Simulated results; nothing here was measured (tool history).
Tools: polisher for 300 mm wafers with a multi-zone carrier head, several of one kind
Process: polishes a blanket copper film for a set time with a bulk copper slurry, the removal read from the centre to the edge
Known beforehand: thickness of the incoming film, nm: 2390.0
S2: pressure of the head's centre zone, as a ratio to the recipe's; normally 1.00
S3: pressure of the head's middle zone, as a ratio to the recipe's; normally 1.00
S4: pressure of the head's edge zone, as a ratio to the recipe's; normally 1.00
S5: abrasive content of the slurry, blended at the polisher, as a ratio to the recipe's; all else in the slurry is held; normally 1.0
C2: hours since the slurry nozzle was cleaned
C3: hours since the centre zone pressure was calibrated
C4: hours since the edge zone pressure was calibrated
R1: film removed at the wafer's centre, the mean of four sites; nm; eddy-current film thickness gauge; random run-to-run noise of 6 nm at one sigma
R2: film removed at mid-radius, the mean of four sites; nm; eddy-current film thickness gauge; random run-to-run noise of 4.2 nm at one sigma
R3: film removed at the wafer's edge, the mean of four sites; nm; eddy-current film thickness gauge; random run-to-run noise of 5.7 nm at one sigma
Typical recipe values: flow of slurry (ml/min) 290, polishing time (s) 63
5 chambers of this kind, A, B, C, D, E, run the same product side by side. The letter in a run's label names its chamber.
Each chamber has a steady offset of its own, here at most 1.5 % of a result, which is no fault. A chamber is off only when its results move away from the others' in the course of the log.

At hour 2.7: chamber A: worn pad replaced by a new one.
Run 1A, hour 5.8: usual settings; wafers polished on this pad 30; C2 294.5; C3 413.0; C4 5.9. Result: R1 541.03 nm, R2 550.23 nm, R3 538.09 nm.
Run 2C, hour 13.2: usual settings; wafers polished on this pad 669; C2 562.6; C3 605.9; C4 309.0. Result: R1 551.47 nm, R2 544.42 nm, R3 538.25 nm.
Run 3E, hour 17.1: usual settings; wafers polished on this pad 511; C2 72.0; C3 903.4; C4 184.1. Result: R1 545.94 nm, R2 545.03 nm, R3 550.37 nm.
Run 4D, hour 22.5: usual settings; wafers polished on this pad 780; C2 527.7; C3 210.2; C4 69.7. Result: R1 548.44 nm, R2 544.74 nm, R3 545.15 nm.
At hour 27.8: chamber E: worn pad replaced by a new one.
Run 5B, hour 30.2: usual settings; wafers polished on this pad 433; C2 533.2; C3 261.1; C4 625.9. Result: R1 537.82 nm, R2 544.45 nm, R3 551.96 nm.
Run 6C, hour 38.6: usual settings but S2 1.04, S3 1.09; wafers polished on this pad 912; C2 588.0; C3 631.3; C4 334.4. Result: R1 561.00 nm, R2 588.53 nm, R3 536.35 nm.
Run 7E, hour 46.2: usual settings but S2 1.04, S3 1.09; wafers polished on this pad 176; C2 101.1; C3 932.5; C4 213.2. Result: R1 575.59 nm, R2 582.31 nm, R3 555.37 nm.
Run 8A, hour 52.9: usual settings but S2 1.04, S3 1.09; wafers polished on this pad 481; C2 341.6; C3 460.1; C4 53.0. Result: R1 570.21 nm, R2 587.35 nm, R3 543.98 nm.
At hour 55.4: chamber B: worn pad replaced by a new one.
Run 9B, hour 57.9: usual settings but S2 1.04, S3 1.09; wafers polished on this pad 24; C2 560.9; C3 288.8; C4 653.6. Result: R1 577.49 nm, R2 595.31 nm, R3 551.95 nm.
At hour 58.1: chamber C: worn pad replaced by a new one.
Run 10D, hour 63.9: usual settings but S2 1.04, S3 1.09; wafers polished on this pad 1176; C2 569.1; C3 251.6; C4 111.1. Result: R1 561.52 nm, R2 587.64 nm, R3 539.25 nm.
At hour 67.9: chamber D: worn pad replaced by a new one.
Run 11E, hour 72.4: usual settings; wafers polished on this pad 427; C2 127.3; C3 958.7; C4 239.4. Result: R1 550.60 nm, R2 552.48 nm, R3 546.99 nm.
At hour 77.9: chamber E: worn pad replaced by a new one.
Run 12D, hour 79.9: usual settings; wafers polished on this pad 114; C2 585.1; C3 267.6; C4 127.1. Result: R1 542.49 nm, R2 549.76 nm, R3 546.86 nm.
Run 13C, hour 85.6: usual settings; wafers polished on this pad 263; C2 635.0; C3 678.3; C4 381.4. Result: R1 544.66 nm, R2 550.99 nm, R3 545.86 nm.
At hour 91.9: chamber B: centre zone pressure recalibrated.
Run 14A, hour 93.6: usual settings; wafers polished on this pad 870; C2 382.3; C3 500.8; C4 93.7. Result: R1 539.45 nm, R2 549.72 nm, R3 551.57 nm.
Run 15B, hour 98.5: usual settings but S3 1.04, polishing time (s) 51; wafers polished on this pad 413; C2 601.5; C3 6.6; C4 694.2. Result: R1 389.61 nm, R2 466.54 nm, R3 450.48 nm.
Run 16E, hour 105.4: usual settings but S3 1.04, polishing time (s) 51; wafers polished on this pad 263; C2 160.3; C3 991.7; C4 272.4. Result: R1 439.74 nm, R2 459.00 nm, R3 445.67 nm.
At hour 108.6: chamber A: worn pad replaced by a new one.
Run 17A, hour 113.1: usual settings but S3 1.04, polishing time (s) 51; wafers polished on this pad 43; C2 401.8; C3 520.3; C4 113.2. Result: R1 433.87 nm, R2 460.33 nm, R3 431.99 nm.
Run 18D, hour 118.9: usual settings but S3 1.04, polishing time (s) 51; wafers polished on this pad 488; C2 624.1; C3 306.6; C4 166.1. Result: R1 447.02 nm, R2 454.27 nm, R3 433.53 nm.
Run 19C, hour 124.7: usual settings but S3 1.04, polishing time (s) 51; wafers polished on this pad 638; C2 674.1; C3 717.4; C4 420.5. Result: R1 441.03 nm, R2 460.62 nm, R3 436.48 nm.
At hour 129.3: chamber B: worn pad replaced by a new one.
Run 20B, hour 133.1: usual settings; wafers polished on this pad 36; C2 636.1; C3 41.2; C4 728.8. Result: R1 472.10 nm, R2 547.21 nm, R3 547.69 nm.
Run 21E, hour 137.2: usual settings; wafers polished on this pad 568; C2 192.1; C3 1023.5; C4 304.2. Result: R1 557.29 nm, R2 552.92 nm, R3 549.38 nm.
Run 22D, hour 140.9: usual settings; wafers polished on this pad 698; C2 646.1; C3 328.6; C4 188.1. Result: R1 541.87 nm, R2 541.01 nm, R3 547.93 nm.
At hour 142.2: chamber E: worn pad replaced by a new one.
Run 23C, hour 148.5: usual settings; wafers polished on this pad 865; C2 697.9; C3 741.2; C4 444.3. Result: R1 542.65 nm, R2 544.60 nm, R3 536.37 nm.
At hour 151.4: chamber A: slurry nozzle cleaned.
Run 24A, hour 152.9: usual settings but flow of slurry (ml/min) 195; wafers polished on this pad 424; C2 1.6; C3 560.1; C4 153.0. Result: R1 512.37 nm, R2 530.12 nm, R3 531.68 nm.
Run 25B, hour 157.4: usual settings but flow of slurry (ml/min) 195; wafers polished on this pad 269; C2 660.4; C3 65.5; C4 753.1. Result: R1 449.86 nm, R2 522.91 nm, R3 536.61 nm.
At hour 159.7: chamber D: centre zone pressure recalibrated.
Run 26A, hour 164.6: usual settings but flow of slurry (ml/min) 195; wafers polished on this pad 536; C2 13.3; C3 571.8; C4 164.7. Result: R1 512.73 nm, R2 516.62 nm, R3 539.27 nm.
Run 27B, hour 172.0: usual settings but flow of slurry (ml/min) 195; wafers polished on this pad 409; C2 675.0; C3 80.1; C4 767.7. Result: R1 449.35 nm, R2 529.07 nm, R3 530.44 nm.
At hour 173.0: chamber C: worn pad replaced by a new one.
At hour 173.9: chamber E: edge zone pressure recalibrated.
Run 28C, hour 179.7: usual settings but flow of slurry (ml/min) 195; wafers polished on this pad 64; C2 729.1; C3 772.4; C4 475.5. Result: R1 512.67 nm, R2 529.35 nm, R3 528.85 nm.
At hour 184.3: chamber D: worn pad replaced by a new one.
Run 29D, hour 186.0: usual settings but S4 1.12; wafers polished on this pad 16; C2 691.2; C3 26.4; C4 233.2. Result: R1 551.86 nm, R2 541.26 nm, R3 571.98 nm.
Run 30E, hour 191.3: usual settings but S4 1.12; wafers polished on this pad 470; C2 246.2; C3 1077.6; C4 17.5. Result: R1 550.26 nm, R2 551.63 nm, R3 580.88 nm.

One chamber off, gauge drift, or nothing amiss beyond the chambers' own small offsets? If it is a chamber, which one, and what is the likeliest cause?

A service left chamber B off against the others.
Most likely cause: centre zone's pressure below its setpoint, % = 11.2.

Chamber B could run next with any of the 4 candidate recipes listed below; each alters the usual settings, and their results appear as question marks. Which one brings its results back in line with what the other chambers deliver on the usual settings?
Maximum distance from the other chambers' mean on the usual settings for a result to count as in line: R1 21.00 nm; R2 15.00 nm; R3 20.00 nm
Run 31B-1, hour 197.4: usual settings but flow of slurry (ml/min) 285, S2 0.94, S3 1.01, S4 1.02. Result: R1 ?, R2 ?, R3 ?.
Run 31B-2, hour 197.4: usual settings but flow of slurry (ml/min) 280, S2 0.88, S3 1.02, S4 1.04. Result: R1 ?, R2 ?, R3 ?.
Run 31B-3, hour 197.4: usual settings but flow of slurry (ml/min) 300, S2 1.12, S3 0.98, S4 0.96. Result: R1 ?, R2 ?, R3 ?.
Run 31B-4, hour 197.4: usual settings but flow of slurry (ml/min) 295, S2 1.06, S3 0.99, S4 0.98. Result: R1 ?, R2 ?, R3 ?.

What the other chambers average on the usual settings: R1 544.42 nm; R2 546.97 nm; R3 546.30 nm
  run      R1      R2      R3
31B-1  442.41  554.18  559.09
31B-2  410.02  558.39  563.94
31B-3  540.11  541.29  544.26
31B-4  507.46  545.63  549.24
Change 31B-3 lands the chamber within the allowed miss of the other chambers.
